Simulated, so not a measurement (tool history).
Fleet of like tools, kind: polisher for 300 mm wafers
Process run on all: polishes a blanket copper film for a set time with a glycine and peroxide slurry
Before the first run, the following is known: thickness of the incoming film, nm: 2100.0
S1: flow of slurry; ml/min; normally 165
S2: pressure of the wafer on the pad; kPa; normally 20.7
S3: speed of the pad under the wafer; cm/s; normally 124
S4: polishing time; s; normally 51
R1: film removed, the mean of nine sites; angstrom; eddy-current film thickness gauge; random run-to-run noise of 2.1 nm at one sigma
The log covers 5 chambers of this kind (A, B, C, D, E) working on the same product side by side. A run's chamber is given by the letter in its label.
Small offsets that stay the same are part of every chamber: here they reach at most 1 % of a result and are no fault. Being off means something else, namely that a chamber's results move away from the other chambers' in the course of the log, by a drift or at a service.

{"hour": 1.2, "done": "chamber C: worn pad replaced by a new one"}
{"hour": 6.9, "done": "chamber A: worn pad replaced by a new one"}
{"run": "1B", "hour": 9.4, "S1": 165, "S2": 20.7, "S3": 124, "S4": 51, "R1": 3513.8}
{"run": "2C", "hour": 16.2, "S1": 165, "S2": 20.7, "S3": 124, "S4": 51, "R1": 3514}
{"run": "3E", "hour": 28.2, "S1": 165, "S2": 20.7, "S3": 124, "S4": 51, "R1": 3505.6}
{"run": "4D", "hour": 34.7, "S1": 165, "S2": 20.7, "S3": 124, "S4": 51, "R1": 3509.6}
{"hour": 39.6, "done": "chamber B: worn pad replaced by a new one"}
{"hour": 45.0, "done": "chamber D: worn pad replaced by a new one"}
{"run": "5A", "hour": 46.3, "S1": 165, "S2": 20.7, "S3": 124, "S4": 51, "R1": 3434.8}
{"run": "6E", "hour": 57.2, "S1": 165, "S2": 20.7, "S3": 140, "S4": 51, "R1": 3890.1}
{"hour": 57.4, "done": "chamber E: worn pad replaced by a new one"}
{"run": "7D", "hour": 62.9, "S1": 165, "S2": 20.7, "S3": 140, "S4": 51, "R1": 3900.3}
{"hour": 64.3, "done": "chamber C: worn pad replaced by a new one"}
{"run": "8C", "hour": 68.7, "S1": 165, "S2": 20.7, "S3": 140, "S4": 51, "R1": 3878}
{"run": "9A", "hour": 78.1, "S1": 165, "S2": 20.7, "S3": 140, "S4": 51, "R1": 3776.1}
{"hour": 81.4, "done": "chamber A: slurry nozzle cleaned"}
{"run": "10B", "hour": 89.1, "S1": 165, "S2": 20.7, "S3": 140, "S4": 51, "R1": 3890.3}
{"hour": 93.6, "done": "chamber A: worn pad replaced by a new one"}
{"run": "11A", "hour": 95.6, "S1": 165, "S2": 20.7, "S3": 124, "S4": 51, "R1": 3424.7}
{"hour": 95.8, "done": "chamber B: worn pad replaced by a new one"}
{"run": "12E", "hour": 105.9, "S1": 165, "S2": 20.7, "S3": 124, "S4": 51, "R1": 3511.2}
{"hour": 107.6, "done": "chamber D: worn pad replaced by a new one"}
{"run": "13B", "hour": 116.6, "S1": 165, "S2": 20.7, "S3": 124, "S4": 51, "R1": 3449.7}
{"hour": 119.7, "done": "chamber C: worn pad replaced by a new one"}
{"run": "14C", "hour": 126.9, "S1": 165, "S2": 20.7, "S3": 124, "S4": 51, "R1": 3483.1}
{"run": "15D", "hour": 134.4, "S1": 165, "S2": 16.5, "S3": 124, "S4": 36, "R1": 2032.4}
{"hour": 136.7, "done": "chamber E: head pressure recalibrated"}
{"hour": 138.0, "done": "chamber D: slurry nozzle cleaned"}
{"hour": 139.6, "done": "chamber E: worn pad replaced by a new one"}
{"run": "16E", "hour": 143.6, "S1": 165, "S2": 16.5, "S3": 124, "S4": 36, "R1": 2039.4}
{"hour": 155.1, "done": "chamber B: worn pad replaced by a new one"}
{"run": "17C", "hour": 155.7, "S1": 165, "S2": 16.5, "S3": 124, "S4": 36, "R1": 2042.3}
{"run": "18A", "hour": 165.0, "S1": 165, "S2": 16.5, "S3": 124, "S4": 36, "R1": 1940.1}
{"hour": 168.1, "done": "chamber D: worn pad replaced by a new one"}
{"run": "19B", "hour": 175.0, "S1": 165, "S2": 16.5, "S3": 124, "S4": 36, "R1": 2016.1}
{"hour": 177.7, "done": "chamber C: worn pad replaced by a new one"}
{"hour": 184.3, "done": "chamber A: worn pad replaced by a new one"}
{"run": "20D", "hour": 185.4, "S1": 165, "S2": 20.7, "S3": 124, "S4": 51, "R1": 3471.2}
{"run": "21A", "hour": 193.4, "S1": 165, "S2": 15.9, "S3": 124, "S4": 51, "R1": 2641.6}
{"run": "22E", "hour": 204.8, "S1": 165, "S2": 15.9, "S3": 124, "S4": 51, "R1": 2767.4}
{"hour": 211.2, "done": "chamber B: worn pad replaced by a new one"}
{"run": "23D", "hour": 212.9, "S1": 165, "S2": 15.9, "S3": 124, "S4": 51, "R1": 2793.6}
{"hour": 214.0, "done": "chamber B: slurry nozzle cleaned"}
{"hour": 217.3, "done": "chamber D: worn pad replaced by a new one"}
{"hour": 221.3, "done": "chamber E: worn pad replaced by a new one"}
{"run": "24B", "hour": 221.3, "S1": 165, "S2": 15.9, "S3": 124, "S4": 51, "R1": 2755.8}
{"run": "25C", "hour": 227.7, "S1": 165, "S2": 15.9, "S3": 124, "S4": 51, "R1": 2810.5}
{"hour": 233.9, "done": "chamber C: worn pad replaced by a new one"}
{"run": "26A", "hour": 238.3, "S1": 165, "S2": 20.7, "S3": 124, "S4": 51, "R1": 3239.7}
{"run": "27D", "hour": 248.3, "S1": 165, "S2": 20.7, "S3": 150, "S4": 51, "R1": 4135.3}
{"run": "28C", "hour": 256.0, "S1": 165, "S2": 20.7, "S3": 150, "S4": 51, "R1": 4088.6}
{"run": "29E", "hour": 266.3, "S1": 165, "S2": 20.7, "S3": 150, "S4": 51, "R1": 4088.8}
{"hour": 272.0, "done": "chamber B: worn pad replaced by a new one"}
{"run": "30B", "hour": 274.5, "S1": 165, "S2": 20.7, "S3": 150, "S4": 51, "R1": 4110.6}

For the next run the whole fleet of 5 chambers uses the same settings. Give each chamber's results:
{"run": "31A", "hour": 283.6, "S1": 165, "S2": 20.7, "S3": 152, "S4": 51, "R1": "?"}
{"run": "31B", "hour": 283.6, "S1": 165, "S2": 20.7, "S3": 152, "S4": 51, "R1": "?"}
{"run": "31C", "hour": 283.6, "S1": 165, "S2": 20.7, "S3": 152, "S4": 51, "R1": "?"}
{"run": "31D", "hour": 283.6, "S1": 165, "S2": 20.7, "S3": 152, "S4": 51, "R1": "?"}
{"run": "31E", "hour": 283.6, "S1": 165, "S2": 20.7, "S3": 152, "S4": 51, "R1": "?"}

run=31A R1=3805.2
run=31B R1=4175.3
run=31C R1=4145
run=31D R1=4195.7
run=31E R1=4164.3

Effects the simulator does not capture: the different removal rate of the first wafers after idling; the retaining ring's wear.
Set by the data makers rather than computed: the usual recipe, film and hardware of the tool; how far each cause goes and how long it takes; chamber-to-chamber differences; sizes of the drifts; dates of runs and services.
